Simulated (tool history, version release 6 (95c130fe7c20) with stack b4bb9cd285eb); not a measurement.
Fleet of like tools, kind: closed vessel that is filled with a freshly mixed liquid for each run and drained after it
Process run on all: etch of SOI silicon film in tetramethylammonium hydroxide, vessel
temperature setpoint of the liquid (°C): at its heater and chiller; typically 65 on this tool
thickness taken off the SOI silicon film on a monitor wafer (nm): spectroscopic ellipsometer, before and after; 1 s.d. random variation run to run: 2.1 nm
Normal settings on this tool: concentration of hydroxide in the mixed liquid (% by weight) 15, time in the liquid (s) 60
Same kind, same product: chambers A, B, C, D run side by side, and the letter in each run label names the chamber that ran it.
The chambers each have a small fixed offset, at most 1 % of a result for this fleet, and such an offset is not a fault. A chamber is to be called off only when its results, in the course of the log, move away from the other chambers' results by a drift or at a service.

run,hour,temperature setpoint of the liquid (°C),concentration of hydroxide in the mixed liquid (% by weight),time in the liquid (s),"read-back film thickness of the SOI silicon film reference wafer, read on the same gauge (nm)",thickness taken off the SOI silicon film on a monitor wafer (nm)
1A,2.1,65,15,60,60.017,266.84
2D,6.3,65,15,60,60.013,272.1
3C,9.3,65,15,60,59.982,267.62
4B,13,65,15,60,59.987,271.74
5C,15.1,65,16.5,90,59.968,390.68
6D,18.3,65,16.5,90,60.007,388.59
7B,22.6,65,16.5,90,59.976,399.88
8A,27.1,65,16.5,90,60.047,386.7
9B,30,65,18.5,85,59.968,355.77
10D,32.6,65,18.5,85,60.051,359.71
11A,36.7,65,18.5,85,59.993,352.21
12C,39.1,65,18.5,85,60.014,363.7
13D,42.4,65,15,60,59.999,276.55
14C,44.8,65,15,60,59.966,279.52
15B,47.3,72,18,60,59.938,389.02
16A,51.8,72,18,60,59.965,379.72
17B,54.9,72,18,60,59.991,386.26
18D,59.5,72,18,60,59.957,384.11
19C,61.6,65,15,75,59.993,355.23
20A,65.8,65,15,75,60.03,332.44
21A,68.9,65,15,75,59.981,333.5
22D,72.7,65,15,75,60.01,343.98
23B,75.2,65,15,60,59.998,268.45
24C,78.6,65,18.5,50,60.015,223.37
25A,81.3,65,18.5,50,60.004,204.95
26C,83.8,65,18.5,50,59.99,224.3
27D,88.3,65,18.5,50,59.963,206.85
28B,91.9,65,15,60,60.023,272.03

Next, all 4 chambers run the settings below, one line each with question marks for the results. What does each chamber give?
29A,95.2,65,15,30,,?
29B,95.2,65,15,30,,?
29C,95.2,65,15,30,,?
29D,95.2,65,15,30,,?

run,thickness taken off the SOI silicon film on a monitor wafer (nm)
29A,134.31
29B,136.77
29C,145.87
29D,136.31
